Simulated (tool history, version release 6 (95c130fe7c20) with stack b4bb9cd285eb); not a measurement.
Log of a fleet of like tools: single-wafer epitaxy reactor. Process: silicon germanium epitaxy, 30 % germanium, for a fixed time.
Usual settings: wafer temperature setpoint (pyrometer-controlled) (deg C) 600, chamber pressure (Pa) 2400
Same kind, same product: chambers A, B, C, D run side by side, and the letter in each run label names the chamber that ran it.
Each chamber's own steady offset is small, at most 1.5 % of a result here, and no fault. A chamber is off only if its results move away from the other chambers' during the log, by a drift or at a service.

run,hour,wafer temperature setpoint (pyrometer-controlled) (deg C),chamber pressure (Pa),hours since the last pyrometer calibration,hours since the last manometer calibration,"read-back reference wafer on the same gauge, thickness_nm",mean film thickness on the monitor wafer (Å)
1D,6.9,600,2400,1358.7,512.0,60.567,561.33
2C,13.7,600,2400,432.3,519.9,60.600,562.10
3A,18.9,600,2400,140.7,928.5,60.626,571.07
4B,22.8,600,2400,198.6,1850.3,60.627,576.65
5D,29.3,613,2693,1381.1,534.4,60.591,748.75
6C,35.6,613,2693,454.2,541.8,60.644,738.57
7A,40.6,613,2693,162.4,950.2,60.625,758.52
8B,47.2,613,2693,223.0,1874.7,60.536,761.47
9A,53.9,595,2733,175.7,963.5,60.549,545.64
10D,61.9,595,2733,1413.7,567.0,60.596,537.98
11C,68.3,595,2733,486.9,574.5,60.647,537.64
12B,74.8,595,2733,250.6,1902.3,60.657,555.56
13D,82.5,600,2400,1434.3,587.6,60.591,560.27
14C,87.3,614,2400,505.9,593.5,60.670,703.93
15A,95.5,614,2400,217.3,1005.1,60.617,729.44
16B,101.9,614,2400,277.7,1929.4,60.576,731.70
17B,110.0,614,2400,285.8,1937.5,60.721,731.51
18D,117.7,600,2400,1469.5,622.8,60.543,562.25
19C,124.6,600,2400,543.2,630.8,60.658,549.03
20A,130.1,590,2400,251.9,1039.7,60.606,471.75
21D,136.1,590,2400,1487.9,641.2,60.621,470.90
22B,144.3,590,2400,320.1,1971.8,60.565,476.74
23C,151.1,590,2400,569.7,657.3,60.661,454.16
24A,157.8,600,2400,279.6,1067.4,60.571,568.65
25B,164.3,589,2960,340.1,1991.8,60.549,508.81
26A,167.9,589,2960,289.7,1077.5,60.560,500.08
27C,176.3,589,2960,594.9,682.5,60.679,476.76
28D,182.5,589,2960,1534.3,687.6,60.621,497.62
29C,190.3,600,2400,608.9,696.5,60.671,531.03
30A,198.8,600,2400,320.6,1108.4,60.578,567.18
31D,205.0,600,2400,1556.8,710.1,60.583,565.01

Read the log: is a single chamber off, either drifting away or since a service, is the gauge that measures every chamber drifting, or is nothing wrong beyond small per-chamber offsets? Name any odd chamber and what most likely caused it.

Little by little, chamber C moves away from the other chambers.
Likeliest cause: wafer temperature below the value expected at the setpoint (K) = 3.08.

Here are 4 candidates for chamber C's next run, each the usual settings with a change, their results left as question marks. Which one brings its results back in line with what the others give on the usual settings?
In line here means within this much of the mean the other chambers give on the usual settings: mean film thickness on the monitor wafer (Å) 9.30
32C-1,211.1,604,2400,,,,?
32C-2,211.1,600,2640,,,,?
32C-3,211.1,598,2400,,,,?
32C-4,211.1,597,2346,,,,?

The mean the other chambers reach with the usual settings: mean film thickness on the monitor wafer (Å) 567.31
run,mean film thickness on the monitor wafer (Å)
32C-1,568.61
32C-2,549.48
32C-3,510.09
32C-4,496.40
It is 32C-1 that realigns the chamber with its peers.

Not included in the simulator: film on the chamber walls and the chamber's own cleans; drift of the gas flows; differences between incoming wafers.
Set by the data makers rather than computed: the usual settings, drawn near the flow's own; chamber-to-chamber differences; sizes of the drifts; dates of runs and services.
